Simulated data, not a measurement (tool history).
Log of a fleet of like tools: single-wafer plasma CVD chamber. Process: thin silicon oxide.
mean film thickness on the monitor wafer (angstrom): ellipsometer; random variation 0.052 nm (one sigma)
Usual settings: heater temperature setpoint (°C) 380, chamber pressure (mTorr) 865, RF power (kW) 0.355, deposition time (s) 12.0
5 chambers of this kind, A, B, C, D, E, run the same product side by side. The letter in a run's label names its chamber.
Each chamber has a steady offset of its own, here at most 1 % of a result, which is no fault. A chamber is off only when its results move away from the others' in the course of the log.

| run | day | heater temperature setpoint (°C) | chamber pressure (mTorr) | RF power (kW) | deposition time (s) | read-back reference wafer on the same gauge, thickness_nm | mean film thickness on the monitor wafer (angstrom) |
|---|---|---|---|---|---|---|---|
| 1C | 0.367 | 380 | 865 | 0.355 | 12.0 | 23.898 | 252.97 |
| 2E | 1.000 | 380 | 865 | 0.355 | 12.0 | 23.891 | 253.71 |
|  | 1.375 | chamber B: capacitance manometer re-zeroed and calibrated |
| 3A | 1.592 | 380 | 865 | 0.355 | 12.0 | 23.891 | 255.58 |
| 4D | 2.117 | 380 | 865 | 0.355 | 12.0 | 23.895 | 255.92 |
| 5B | 2.508 | 380 | 865 | 0.355 | 12.0 | 23.899 | 254.79 |
|  | 2.862 | chamber C: RF generator calibrated |
| 6B | 2.996 | 380 | 865 | 0.355 | 12.0 | 23.887 | 254.54 |
|  | 3.492 | chamber B: RF generator calibrated |
| 7D | 3.521 | 380 | 865 | 0.355 | 12.0 | 23.900 | 256.37 |
| 8A | 3.900 | 380 | 865 | 0.355 | 12.0 | 23.905 | 255.67 |
|  | 3.942 | chamber E: RF generator calibrated |
| 9C | 4.296 | 380 | 865 | 0.355 | 12.0 | 23.902 | 253.03 |
| 10E | 4.675 | 380 | 865 | 0.355 | 12.0 | 23.882 | 254.62 |
| 11B | 5.117 | 380 | 865 | 0.355 | 12.0 | 23.894 | 253.94 |
| 12D | 5.529 | 380 | 865 | 0.355 | 12.0 | 23.890 | 257.10 |
| 13A | 6.067 | 380 | 865 | 0.295 | 12.0 | 23.897 | 236.63 |
|  | 6.204 | chamber C: capacitance manometer re-zeroed and calibrated |
| 14C | 6.479 | 380 | 865 | 0.295 | 12.0 | 23.901 | 232.68 |
| 15E | 6.771 | 380 | 865 | 0.295 | 12.0 | 23.902 | 237.10 |
| 16B | 7.192 | 380 | 865 | 0.295 | 12.0 | 23.885 | 236.23 |
| 17A | 7.792 | 380 | 865 | 0.295 | 12.0 | 23.892 | 236.89 |
| 18D | 8.438 | 380 | 865 | 0.355 | 12.0 | 23.899 | 256.17 |
| 19C | 8.950 | 380 | 865 | 0.355 | 12.0 | 23.899 | 251.01 |
| 20E | 9.354 | 380 | 865 | 0.355 | 12.0 | 23.893 | 254.28 |
|  | 9.846 | chamber D: RF generator calibrated |
| 21D | 10.004 | 380 | 865 | 0.355 | 12.0 | 23.908 | 256.95 |
| 22C | 10.579 | 380 | 865 | 0.355 | 12.0 | 23.920 | 250.78 |
| 23B | 10.983 | 380 | 865 | 0.355 | 12.0 | 23.903 | 254.68 |
| 24A | 11.388 | 380 | 865 | 0.355 | 12.0 | 23.893 | 255.91 |
| 25E | 11.675 | 380 | 865 | 0.355 | 12.0 | 23.893 | 254.16 |
| 26C | 11.996 | 380 | 865 | 0.355 | 12.0 | 23.896 | 250.39 |
| 27B | 12.579 | 380 | 865 | 0.355 | 14.1 | 23.897 | 298.39 |
| 28A | 13.021 | 380 | 865 | 0.355 | 14.1 | 23.907 | 299.68 |
| 29E | 13.658 | 380 | 865 | 0.355 | 14.1 | 23.900 | 297.61 |
| 30D | 14.183 | 380 | 865 | 0.355 | 14.1 | 23.905 | 301.02 |
| 31B | 14.725 | 380 | 865 | 0.355 | 14.1 | 23.906 | 298.41 |
| 32E | 15.100 | 380 | 865 | 0.355 | 12.0 | 23.899 | 255.17 |

Is one chamber off against the others, does the gauge drift, or is nothing wrong? If a chamber is off, say which, and what the likeliest cause is.

A service left chamber C off against the others.
Cause: true pressure below the setpoint (%) = 1.31.

Here are 4 candidates for chamber C's next run, each the usual settings with a change, their results left as question marks. Which one brings its results back in line with what the others give on the usual settings?
In line means no further than this from the other chambers' mean on the usual settings: mean film thickness on the monitor wafer (angstrom) 2.00
| 33C-1 | 15.575 | 380 | 856 | 0.355 | 11.9 |  | ? |
| 33C-2 | 15.575 | 380 | 849 | 0.355 | 11.8 |  | ? |
| 33C-3 | 15.575 | 380 | 875 | 0.355 | 12.1 |  | ? |
| 33C-4 | 15.575 | 380 | 881 | 0.355 | 12.2 |  | ? |

The other chambers' mean on the usual settings: mean film thickness on the monitor wafer (angstrom) 255.14
| run | mean film thickness on the monitor wafer (angstrom) |
|---|---|
| 33C-1 | 246.59 |
| 33C-2 | 242.81 |
| 33C-3 | 255.50 |
| 33C-4 | 259.13 |
33C-3 brings the chamber back in line.

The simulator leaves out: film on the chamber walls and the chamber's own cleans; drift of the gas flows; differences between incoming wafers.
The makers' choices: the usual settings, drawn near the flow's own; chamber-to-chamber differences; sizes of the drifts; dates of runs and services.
